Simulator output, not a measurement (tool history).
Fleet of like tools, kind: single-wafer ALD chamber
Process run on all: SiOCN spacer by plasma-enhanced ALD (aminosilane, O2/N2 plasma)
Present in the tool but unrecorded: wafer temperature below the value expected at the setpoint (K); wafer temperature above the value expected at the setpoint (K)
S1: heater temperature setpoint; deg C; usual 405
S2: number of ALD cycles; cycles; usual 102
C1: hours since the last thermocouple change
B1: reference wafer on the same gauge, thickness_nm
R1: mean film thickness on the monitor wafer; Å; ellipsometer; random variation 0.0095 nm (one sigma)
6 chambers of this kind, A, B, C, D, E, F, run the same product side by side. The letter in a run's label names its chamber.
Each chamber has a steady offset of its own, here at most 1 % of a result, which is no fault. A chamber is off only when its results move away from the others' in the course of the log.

{"run": "1B", "hour": 6.8, "S1": 405, "S2": 102, "C1": 652.6, "B1": 5.7996, "R1": 60.888}
{"run": "2D", "hour": 14.3, "S1": 405, "S2": 102, "C1": 417.1, "B1": 5.8013, "R1": 60.176}
{"run": "3F", "hour": 22.2, "S1": 405, "S2": 102, "C1": 591.8, "B1": 5.8015, "R1": 60.332}
{"run": "4C", "hour": 31.2, "S1": 405, "S2": 102, "C1": 730.4, "B1": 5.8028, "R1": 60.459}
{"run": "5A", "hour": 36.3, "S1": 405, "S2": 102, "C1": 551.4, "B1": 5.8044, "R1": 60.574}
{"run": "6E", "hour": 42.7, "S1": 405, "S2": 102, "C1": 1219.4, "B1": 5.8034, "R1": 60.91}
{"run": "7D", "hour": 52.9, "S1": 405, "S2": 102, "C1": 455.7, "B1": 5.8067, "R1": 60.312}
{"run": "8A", "hour": 64.3, "S1": 405, "S2": 102, "C1": 579.4, "B1": 5.8061, "R1": 60.822}
{"run": "9C", "hour": 72.1, "S1": 405, "S2": 102, "C1": 771.3, "B1": 5.8085, "R1": 60.464}
{"run": "10B", "hour": 77.3, "S1": 405, "S2": 102, "C1": 723.1, "B1": 5.8094, "R1": 61.194}
{"run": "11E", "hour": 84.4, "S1": 405, "S2": 102, "C1": 1261.1, "B1": 5.8087, "R1": 60.937}
{"run": "12F", "hour": 95.9, "S1": 405, "S2": 102, "C1": 665.5, "B1": 5.8081, "R1": 60.441}
{"run": "13E", "hour": 105.4, "S1": 405, "S2": 102, "C1": 1282.1, "B1": 5.8096, "R1": 60.933}
{"run": "14F", "hour": 116.5, "S1": 405, "S2": 102, "C1": 686.1, "B1": 5.8132, "R1": 60.373}
{"hour": 118.4, "done": "chamber E: thermocouple changed; heater temperature recalibrated"}
{"run": "15D", "hour": 124.8, "S1": 405, "S2": 102, "C1": 527.6, "B1": 5.812, "R1": 60.404}
{"run": "16B", "hour": 132.6, "S1": 405, "S2": 95, "C1": 778.4, "B1": 5.8105, "R1": 57.028}
{"run": "17C", "hour": 144.0, "S1": 405, "S2": 95, "C1": 843.2, "B1": 5.8152, "R1": 56.392}
{"run": "18A", "hour": 150.3, "S1": 405, "S2": 95, "C1": 665.4, "B1": 5.8163, "R1": 56.436}
{"run": "19F", "hour": 160.8, "S1": 405, "S2": 95, "C1": 730.4, "B1": 5.8166, "R1": 56.259}
{"run": "20C", "hour": 170.9, "S1": 405, "S2": 95, "C1": 870.1, "B1": 5.8172, "R1": 56.427}
{"run": "21D", "hour": 181.0, "S1": 405, "S2": 95, "C1": 583.8, "B1": 5.8165, "R1": 56.255}
{"run": "22B", "hour": 187.2, "S1": 405, "S2": 102, "C1": 833, "B1": 5.8199, "R1": 61.273}
{"run": "23E", "hour": 197.1, "S1": 405, "S2": 102, "C1": 78.8, "B1": 5.8169, "R1": 60.911}
{"run": "24A", "hour": 204.1, "S1": 405, "S2": 102, "C1": 719.2, "B1": 5.8189, "R1": 60.676}
{"run": "25B", "hour": 214.3, "S1": 405, "S2": 83, "C1": 860.1, "B1": 5.8234, "R1": 49.81}
{"run": "26F", "hour": 222.8, "S1": 405, "S2": 83, "C1": 792.4, "B1": 5.8212, "R1": 49.225}
{"run": "27C", "hour": 230.8, "S1": 405, "S2": 83, "C1": 930, "B1": 5.8235, "R1": 49.323}
{"run": "28D", "hour": 237.1, "S1": 405, "S2": 83, "C1": 639.9, "B1": 5.8226, "R1": 49.364}
{"run": "29E", "hour": 246.3, "S1": 405, "S2": 83, "C1": 128, "B1": 5.8264, "R1": 49.525}
{"run": "30A", "hour": 256.3, "S1": 405, "S2": 83, "C1": 771.4, "B1": 5.8266, "R1": 49.493}
{"run": "31A", "hour": 266.6, "S1": 405, "S2": 102, "C1": 781.7, "B1": 5.8272, "R1": 60.845}
{"run": "32C", "hour": 273.0, "S1": 405, "S2": 119, "C1": 972.2, "B1": 5.8287, "R1": 70.973}
{"run": "33F", "hour": 282.2, "S1": 405, "S2": 119, "C1": 851.8, "B1": 5.829, "R1": 70.585}
{"run": "34D", "hour": 290.0, "S1": 405, "S2": 119, "C1": 692.8, "B1": 5.8281, "R1": 70.862}
{"run": "35E", "hour": 300.7, "S1": 405, "S2": 119, "C1": 182.4, "B1": 5.8282, "R1": 71.399}
{"run": "36B", "hour": 309.3, "S1": 405, "S2": 119, "C1": 955.1, "B1": 5.8291, "R1": 71.412}
{"run": "37B", "hour": 315.9, "S1": 405, "S2": 119, "C1": 961.7, "B1": 5.8355, "R1": 71.778}
{"run": "38E", "hour": 325.5, "S1": 405, "S2": 102, "C1": 207.2, "B1": 5.8322, "R1": 61.214}
{"run": "39F", "hour": 330.5, "S1": 405, "S2": 102, "C1": 900.1, "B1": 5.8345, "R1": 60.623}
{"run": "40C", "hour": 337.8, "S1": 405, "S2": 102, "C1": 1037, "B1": 5.8317, "R1": 60.831}
{"run": "41A", "hour": 344.9, "S1": 405, "S2": 102, "C1": 860, "B1": 5.8346, "R1": 61.028}
{"run": "42D", "hour": 354.3, "S1": 417, "S2": 86, "C1": 757.1, "B1": 5.835, "R1": 49.256}
{"run": "43F", "hour": 362.0, "S1": 417, "S2": 86, "C1": 931.6, "B1": 5.8379, "R1": 49.238}

For the next run the whole fleet of 6 chambers uses the same settings. Give each chamber's results:
{"run": "44A", "hour": 370.4, "S1": 405, "S2": 91, "R1": "?"}
{"run": "44B", "hour": 370.4, "S1": 405, "S2": 91, "R1": "?"}
{"run": "44C", "hour": 370.4, "S1": 405, "S2": 91, "R1": "?"}
{"run": "44D", "hour": 370.4, "S1": 405, "S2": 91, "R1": "?"}
{"run": "44E", "hour": 370.4, "S1": 405, "S2": 91, "R1": "?"}
{"run": "44F", "hour": 370.4, "S1": 405, "S2": 91, "R1": "?"}

run=44A R1=54.191
run=44B R1=54.628
run=44C R1=54.21
run=44D R1=54.037
run=44E R1=54.548
run=44F R1=54.012
